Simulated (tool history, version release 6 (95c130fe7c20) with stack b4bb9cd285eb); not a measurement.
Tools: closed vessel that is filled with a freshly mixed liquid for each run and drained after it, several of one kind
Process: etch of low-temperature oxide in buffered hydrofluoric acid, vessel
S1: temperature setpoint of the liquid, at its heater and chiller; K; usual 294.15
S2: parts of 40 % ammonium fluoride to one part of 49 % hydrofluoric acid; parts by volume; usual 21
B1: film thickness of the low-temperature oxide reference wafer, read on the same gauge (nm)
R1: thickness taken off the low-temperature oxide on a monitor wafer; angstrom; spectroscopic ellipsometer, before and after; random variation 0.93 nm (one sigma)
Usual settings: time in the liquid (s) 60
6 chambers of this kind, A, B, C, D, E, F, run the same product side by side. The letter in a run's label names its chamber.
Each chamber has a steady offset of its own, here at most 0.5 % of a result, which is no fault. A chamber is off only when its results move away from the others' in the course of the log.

run 1D hour=4.8 | S1=294.15 S2=21 time_in_the_liquid_(s)=60 | B1=120 | R1=1109.5
run 2A hour=9 | S1=294.15 S2=21 time_in_the_liquid_(s)=60 | B1=119.97 | R1=1099.9
-- hour=11.7 chamber F: hydrofluoric acid flow meter replaced
run 3C hour=13.2 | S1=294.15 S2=21 time_in_the_liquid_(s)=60 | B1=119.99 | R1=1090.8
run 4E hour=16.9 | S1=294.15 S2=21 time_in_the_liquid_(s)=60 | B1=120 | R1=1092.8
run 5F hour=20.4 | S1=294.15 S2=21 time_in_the_liquid_(s)=60 | B1=119.99 | R1=1099.1
run 6B hour=25.9 | S1=294.15 S2=21 time_in_the_liquid_(s)=60 | B1=119.99 | R1=1099.7
-- hour=27.2 chamber A: thermometer replaced
run 7D hour=31.7 | S1=291.15 S2=21 time_in_the_liquid_(s)=75 | B1=120.02 | R1=1174.5
run 8F hour=36 | S1=291.15 S2=21 time_in_the_liquid_(s)=75 | B1=119.99 | R1=1162.2
run 9A hour=40.6 | S1=291.15 S2=21 time_in_the_liquid_(s)=75 | B1=120.02 | R1=1158.1
run 10C hour=43.8 | S1=291.15 S2=21 time_in_the_liquid_(s)=75 | B1=119.99 | R1=1153.5
run 11E hour=47.7 | S1=291.15 S2=21 time_in_the_liquid_(s)=75 | B1=119.99 | R1=1143.7
run 12B hour=51.5 | S1=291.15 S2=21 time_in_the_liquid_(s)=75 | B1=120 | R1=1161.1
run 13C hour=54.7 | S1=294.15 S2=21 time_in_the_liquid_(s)=60 | B1=119.99 | R1=1086.1
run 14F hour=58.1 | S1=294.15 S2=21 time_in_the_liquid_(s)=60 | B1=120.01 | R1=1097.1
run 15D hour=63.9 | S1=294.15 S2=21 time_in_the_liquid_(s)=60 | B1=120.01 | R1=1096.2
run 16A hour=67.6 | S1=296.15 S2=21 time_in_the_liquid_(s)=60 | B1=120 | R1=1225.5
run 17E hour=71.8 | S1=296.15 S2=21 time_in_the_liquid_(s)=60 | B1=119.98 | R1=1236.5
run 18B hour=74.7 | S1=296.15 S2=21 time_in_the_liquid_(s)=60 | B1=119.99 | R1=1219.4
run 19A hour=79.7 | S1=296.15 S2=21 time_in_the_liquid_(s)=60 | B1=120.01 | R1=1224.4
run 20E hour=83.5 | S1=296.15 S2=21 time_in_the_liquid_(s)=60 | B1=119.99 | R1=1234
run 21F hour=87.3 | S1=296.15 S2=21 time_in_the_liquid_(s)=60 | B1=119.99 | R1=1232.9
run 22B hour=93 | S1=294.15 S2=14.5 time_in_the_liquid_(s)=90 | B1=119.99 | R1=2311.3
run 23C hour=96.4 | S1=294.15 S2=14.5 time_in_the_liquid_(s)=90 | B1=119.97 | R1=2251.6
run 24D hour=101.3 | S1=294.15 S2=14.5 time_in_the_liquid_(s)=90 | B1=120.01 | R1=2372.1
run 25C hour=104.8 | S1=294.15 S2=14.5 time_in_the_liquid_(s)=90 | B1=120 | R1=2222.6
-- hour=107.1 chamber E: thermometer replaced
run 26B hour=110.4 | S1=294.15 S2=14.5 time_in_the_liquid_(s)=90 | B1=120 | R1=2296.1
run 27F hour=115.3 | S1=294.15 S2=14.5 time_in_the_liquid_(s)=90 | B1=119.98 | R1=2318.8
run 28E hour=118.9 | S1=294.15 S2=21 time_in_the_liquid_(s)=60 | B1=119.99 | R1=1106.2
run 29A hour=121.9 | S1=294.15 S2=21 time_in_the_liquid_(s)=60 | B1=120 | R1=1096.5
run 30D hour=126.9 | S1=294.15 S2=21 time_in_the_liquid_(s)=60 | B1=119.99 | R1=1090.3
run 31C hour=131.8 | S1=294.15 S2=21 time_in_the_liquid_(s)=60 | B1=120.03 | R1=1049.2
run 32A hour=136.4 | S1=294.15 S2=21 time_in_the_liquid_(s)=60 | B1=119.99 | R1=1077.4
run 33B hour=141.6 | S1=294.15 S2=21 time_in_the_liquid_(s)=60 | B1=120.02 | R1=1106.1
run 34D hour=145.6 | S1=298.15 S2=21 time_in_the_liquid_(s)=60 | B1=120 | R1=1376.5
run 35E hour=150.9 | S1=298.15 S2=21 time_in_the_liquid_(s)=60 | B1=120.01 | R1=1372.9
run 36F hour=154.1 | S1=298.15 S2=21 time_in_the_liquid_(s)=60 | B1=120 | R1=1351.6
run 37A hour=158.2 | S1=298.15 S2=21 time_in_the_liquid_(s)=60 | B1=120 | R1=1385.8
run 38E hour=162.2 | S1=298.15 S2=21 time_in_the_liquid_(s)=60 | B1=120.02 | R1=1372.7
run 39C hour=167.4 | S1=298.15 S2=21 time_in_the_liquid_(s)=60 | B1=120 | R1=1264.5

What goes on in this fleet: one chamber off, a drifting gauge, or nothing beyond the chambers' own small offsets? Name the chamber and the cause, if any.

Chamber C drifts away from the others.
Cause: liquid colder than its thermometer reads (K) = 1.41.
The log may not tell that from: hydrofluoric acid flow below the setpoint (%).

Here are 4 candidates for chamber C's next run, each the usual settings with a change, their results left as question marks. Which one brings its results back in line with what the others give on the usual settings?
In line means no further than this from the other chambers' mean on the usual settings: R1 33 angstrom
run 40C-1 hour=171.6 | S1=294.15 S2=21 time_in_the_liquid_(s)=55 | R1=?
run 40C-2 hour=171.6 | S1=294.65 S2=21 time_in_the_liquid_(s)=60 | R1=?
run 40C-3 hour=171.6 | S1=293.65 S2=21 time_in_the_liquid_(s)=60 | R1=?
run 40C-4 hour=171.6 | S1=294.15 S2=21 time_in_the_liquid_(s)=65 | R1=?

The other chambers' mean on the usual settings: R1 1101.1 angstrom
run=40C-1 R1=933.77
run=40C-2 R1=1047.7
run=40C-3 R1=990.33
run=40C-4 R1=1103.5
40C-4 brings the chamber back in line.

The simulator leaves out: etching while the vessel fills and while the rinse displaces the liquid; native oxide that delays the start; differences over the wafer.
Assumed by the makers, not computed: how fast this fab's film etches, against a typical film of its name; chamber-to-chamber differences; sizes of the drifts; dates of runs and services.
